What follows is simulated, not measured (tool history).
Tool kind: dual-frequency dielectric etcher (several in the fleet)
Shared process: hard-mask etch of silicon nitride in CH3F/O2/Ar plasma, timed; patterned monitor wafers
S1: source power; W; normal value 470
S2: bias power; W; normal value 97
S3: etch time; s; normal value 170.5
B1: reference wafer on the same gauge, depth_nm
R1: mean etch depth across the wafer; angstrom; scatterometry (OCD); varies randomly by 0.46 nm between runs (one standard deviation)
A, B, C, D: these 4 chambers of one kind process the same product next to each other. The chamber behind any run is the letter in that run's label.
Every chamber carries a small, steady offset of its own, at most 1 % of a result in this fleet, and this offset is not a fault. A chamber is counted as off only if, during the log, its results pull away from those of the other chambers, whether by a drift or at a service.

Run 1A, hour 6.7: usual settings; B1 121.99. Result: R1 1405.2 angstrom.
Run 2B, hour 20.2: usual settings; B1 121.94. Result: R1 1417.6 angstrom.
Run 3C, hour 30.9: usual settings; B1 121.94. Result: R1 1415.1 angstrom.
Run 4D, hour 38.5: usual settings; B1 121.93. Result: R1 1404.6 angstrom.
Run 5D, hour 47.1: usual settings; B1 121.98. Result: R1 1411.5 angstrom.
Run 6A, hour 56.6: usual settings; B1 122.11. Result: R1 1410.2 angstrom.
Run 7B, hour 69.5: usual settings; B1 121.89. Result: R1 1417.0 angstrom.
Run 8C, hour 78.4: usual settings; B1 122.04. Result: R1 1423.4 angstrom.
Run 9B, hour 91.7: usual settings; B1 122.09. Result: R1 1416.1 angstrom.
Run 10C, hour 105.8: usual settings; B1 121.92. Result: R1 1413.8 angstrom.
Run 11D, hour 114.5: usual settings but S1 390 W; B1 121.92. Result: R1 1315.7 angstrom.
Run 12A, hour 123.7: usual settings but S1 390 W; B1 122.03. Result: R1 1320.5 angstrom.
At hour 123.9: chamber C: wet clean of the chamber.
Run 13D, hour 131.0: usual settings but S1 390 W; B1 121.98. Result: R1 1306.0 angstrom.
Run 14B, hour 138.7: usual settings but S1 390 W; B1 122.04. Result: R1 1333.4 angstrom.
Run 15C, hour 152.6: usual settings; B1 122.01. Result: R1 1482.6 angstrom.
Run 16A, hour 163.8: usual settings; B1 122.07. Result: R1 1402.1 angstrom.
Run 17A, hour 176.6: usual settings; B1 122.02. Result: R1 1408.0 angstrom.
Run 18D, hour 190.5: usual settings; B1 122.00. Result: R1 1405.2 angstrom.
Run 19C, hour 201.0: usual settings; B1 121.95. Result: R1 1481.3 angstrom.
At hour 213.8: chamber D: wet clean of the chamber.
Run 20B, hour 215.2: usual settings; B1 122.02. Result: R1 1426.2 angstrom.
At hour 221.1: chamber B: source power generator calibrated.
At hour 222.4: chamber B: wet clean of the chamber.
Run 21B, hour 227.1: usual settings; B1 122.04. Result: R1 1420.1 angstrom.
Run 22A, hour 236.9: usual settings; B1 121.93. Result: R1 1410.5 angstrom.
Run 23C, hour 244.2: usual settings; B1 122.03. Result: R1 1482.3 angstrom.
Run 24D, hour 254.6: usual settings; B1 121.98. Result: R1 1402.4 angstrom.
Run 25B, hour 265.4: usual settings but S1 350 W, S2 112 W; B1 121.96. Result: R1 1346.2 angstrom.

Is one chamber out of step, is the gauge drifting, or do the chambers differ by no more than their own small offsets? For an off chamber, give its letter and the likeliest cause.

Chamber C has stood off from the others ever since a service on it.
Likeliest cause: etch rate over this chamber's usual, % = 4.55.

Which of the 4 candidates below, each the usual settings with something changed and its results left as question marks, puts chamber C back in line with what the other chambers give on the usual settings?
In line here means within this much of the mean the other chambers give on the usual settings: R1 16.0 angstrom
Run 26C-1, hour 276.1: usual settings but S1 460 W, S3 157.5 s. Result: R1 ?.
Run 26C-2, hour 276.1: usual settings but S1 460 W, S2 96 W, S3 163.5 s. Result: R1 ?.
Run 26C-3, hour 276.1: usual settings but S1 480 W, S2 98 W, S3 177.5 s. Result: R1 ?.
Run 26C-4, hour 276.1: usual settings but S1 530 W, S2 107 W. Result: R1 ?.

Average result of the remaining chambers running the usual settings: R1 1410.6 angstrom
  run      R1
26C-1  1358.7
26C-2  1405.2
26C-3  1562.0
26C-4  1608.0
With 26C-2, the chamber falls back in line with the rest.
